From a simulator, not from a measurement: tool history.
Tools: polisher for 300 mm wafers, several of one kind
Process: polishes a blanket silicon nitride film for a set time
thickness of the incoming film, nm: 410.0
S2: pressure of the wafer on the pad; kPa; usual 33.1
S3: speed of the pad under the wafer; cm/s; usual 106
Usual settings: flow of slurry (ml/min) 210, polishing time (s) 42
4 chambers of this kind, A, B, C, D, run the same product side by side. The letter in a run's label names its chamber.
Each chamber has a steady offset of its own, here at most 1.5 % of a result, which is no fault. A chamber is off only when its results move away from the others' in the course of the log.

{"hour": 0.7, "done": "chamber C: worn pad replaced by a new one"}
{"run": "1A", "hour": 4.1, "flow of slurry (ml/min)": 210, "S2": 33.1, "S3": 106, "polishing time (s)": 42, "film removed (Å)": 1163.8}
{"run": "2D", "hour": 10.7, "flow of slurry (ml/min)": 210, "S2": 33.1, "S3": 106, "polishing time (s)": 42, "film removed (Å)": 1163.4}
{"hour": 11.0, "done": "chamber D: worn pad replaced by a new one"}
{"run": "3B", "hour": 17.4, "flow of slurry (ml/min)": 210, "S2": 33.1, "S3": 106, "polishing time (s)": 42, "film removed (Å)": 1160.6}
{"run": "4C", "hour": 23.4, "flow of slurry (ml/min)": 210, "S2": 33.1, "S3": 106, "polishing time (s)": 42, "film removed (Å)": 1140.9}
{"hour": 24.6, "done": "chamber B: worn pad replaced by a new one"}
{"hour": 25.3, "done": "chamber B: head pressure recalibrated"}
{"run": "5D", "hour": 28.3, "flow of slurry (ml/min)": 210, "S2": 33.1, "S3": 106, "polishing time (s)": 42, "film removed (Å)": 1149.6}
{"run": "6A", "hour": 31.2, "flow of slurry (ml/min)": 210, "S2": 33.1, "S3": 106, "polishing time (s)": 42, "film removed (Å)": 1160.6}
{"run": "7B", "hour": 34.8, "flow of slurry (ml/min)": 210, "S2": 33.1, "S3": 106, "polishing time (s)": 42, "film removed (Å)": 1166}
{"run": "8C", "hour": 38.8, "flow of slurry (ml/min)": 180, "S2": 33.1, "S3": 106, "polishing time (s)": 54, "film removed (Å)": 1434.1}
{"run": "9A", "hour": 44.1, "flow of slurry (ml/min)": 180, "S2": 33.1, "S3": 106, "polishing time (s)": 54, "film removed (Å)": 1434.6}
{"run": "10C", "hour": 49.0, "flow of slurry (ml/min)": 180, "S2": 33.1, "S3": 106, "polishing time (s)": 54, "film removed (Å)": 1443.2}
{"run": "11D", "hour": 53.0, "flow of slurry (ml/min)": 180, "S2": 33.1, "S3": 106, "polishing time (s)": 54, "film removed (Å)": 1436.9}
{"run": "12B", "hour": 57.5, "flow of slurry (ml/min)": 210, "S2": 33.1, "S3": 106, "polishing time (s)": 42, "film removed (Å)": 1181.5}
{"run": "13A", "hour": 62.2, "flow of slurry (ml/min)": 210, "S2": 33.1, "S3": 106, "polishing time (s)": 42, "film removed (Å)": 1125.2}
{"run": "14D", "hour": 68.1, "flow of slurry (ml/min)": 210, "S2": 33.1, "S3": 106, "polishing time (s)": 42, "film removed (Å)": 1164.5}
{"hour": 70.1, "done": "chamber C: worn pad replaced by a new one"}
{"run": "15B", "hour": 73.1, "flow of slurry (ml/min)": 210, "S2": 33.1, "S3": 106, "polishing time (s)": 42, "film removed (Å)": 1174.3}
{"run": "16C", "hour": 76.2, "flow of slurry (ml/min)": 250, "S2": 33.1, "S3": 140, "polishing time (s)": 42, "film removed (Å)": 1479.5}
{"run": "17C", "hour": 80.6, "flow of slurry (ml/min)": 250, "S2": 33.1, "S3": 140, "polishing time (s)": 42, "film removed (Å)": 1441.3}
{"run": "18D", "hour": 86.3, "flow of slurry (ml/min)": 250, "S2": 33.1, "S3": 140, "polishing time (s)": 42, "film removed (Å)": 1456.8}
{"hour": 90.7, "done": "chamber D: worn pad replaced by a new one"}
{"run": "19A", "hour": 91.5, "flow of slurry (ml/min)": 250, "S2": 33.1, "S3": 140, "polishing time (s)": 42, "film removed (Å)": 1381.5}
{"run": "20B", "hour": 97.2, "flow of slurry (ml/min)": 210, "S2": 33.1, "S3": 106, "polishing time (s)": 42, "film removed (Å)": 1144.6}
{"hour": 102.0, "done": "chamber B: worn pad replaced by a new one"}
{"run": "21C", "hour": 102.3, "flow of slurry (ml/min)": 210, "S2": 33.1, "S3": 106, "polishing time (s)": 42, "film removed (Å)": 1154.8}
{"hour": 104.1, "done": "chamber C: slurry nozzle cleaned"}
{"run": "22B", "hour": 108.9, "flow of slurry (ml/min)": 210, "S2": 33.1, "S3": 106, "polishing time (s)": 42, "film removed (Å)": 1167.9}
{"run": "23D", "hour": 112.5, "flow of slurry (ml/min)": 210, "S2": 33.1, "S3": 106, "polishing time (s)": 42, "film removed (Å)": 1143.9}
{"hour": 115.1, "done": "chamber D: slurry nozzle cleaned"}
{"run": "24A", "hour": 115.5, "flow of slurry (ml/min)": 210, "S2": 33.1, "S3": 106, "polishing time (s)": 42, "film removed (Å)": 1063.1}
{"run": "25A", "hour": 120.9, "flow of slurry (ml/min)": 210, "S2": 33.1, "S3": 106, "polishing time (s)": 42, "film removed (Å)": 1069.3}
{"run": "26D", "hour": 126.1, "flow of slurry (ml/min)": 210, "S2": 33.1, "S3": 106, "polishing time (s)": 42, "film removed (Å)": 1158.4}
{"run": "27C", "hour": 132.7, "flow of slurry (ml/min)": 210, "S2": 33.1, "S3": 106, "polishing time (s)": 42, "film removed (Å)": 1154.8}
{"run": "28B", "hour": 136.3, "flow of slurry (ml/min)": 210, "S2": 33.1, "S3": 106, "polishing time (s)": 42, "film removed (Å)": 1155.3}
{"run": "29A", "hour": 140.4, "flow of slurry (ml/min)": 210, "S2": 33.1, "S3": 106, "polishing time (s)": 42, "film removed (Å)": 1036.4}

Next, every chamber runs the same settings. What will each give?
{"run": "30A", "hour": 145.2, "flow of slurry (ml/min)": 210, "S2": 33.1, "S3": 106, "polishing time (s)": 42, "film removed (Å)": "?"}
{"run": "30B", "hour": 145.2, "flow of slurry (ml/min)": 210, "S2": 33.1, "S3": 106, "polishing time (s)": 42, "film removed (Å)": "?"}
{"run": "30C", "hour": 145.2, "flow of slurry (ml/min)": 210, "S2": 33.1, "S3": 106, "polishing time (s)": 42, "film removed (Å)": "?"}
{"run": "30D", "hour": 145.2, "flow of slurry (ml/min)": 210, "S2": 33.1, "S3": 106, "polishing time (s)": 42, "film removed (Å)": "?"}

run=30A film_removed_(Å)=1038.4
run=30B film_removed_(Å)=1166.8
run=30C film_removed_(Å)=1127.4
run=30D film_removed_(Å)=1151.6
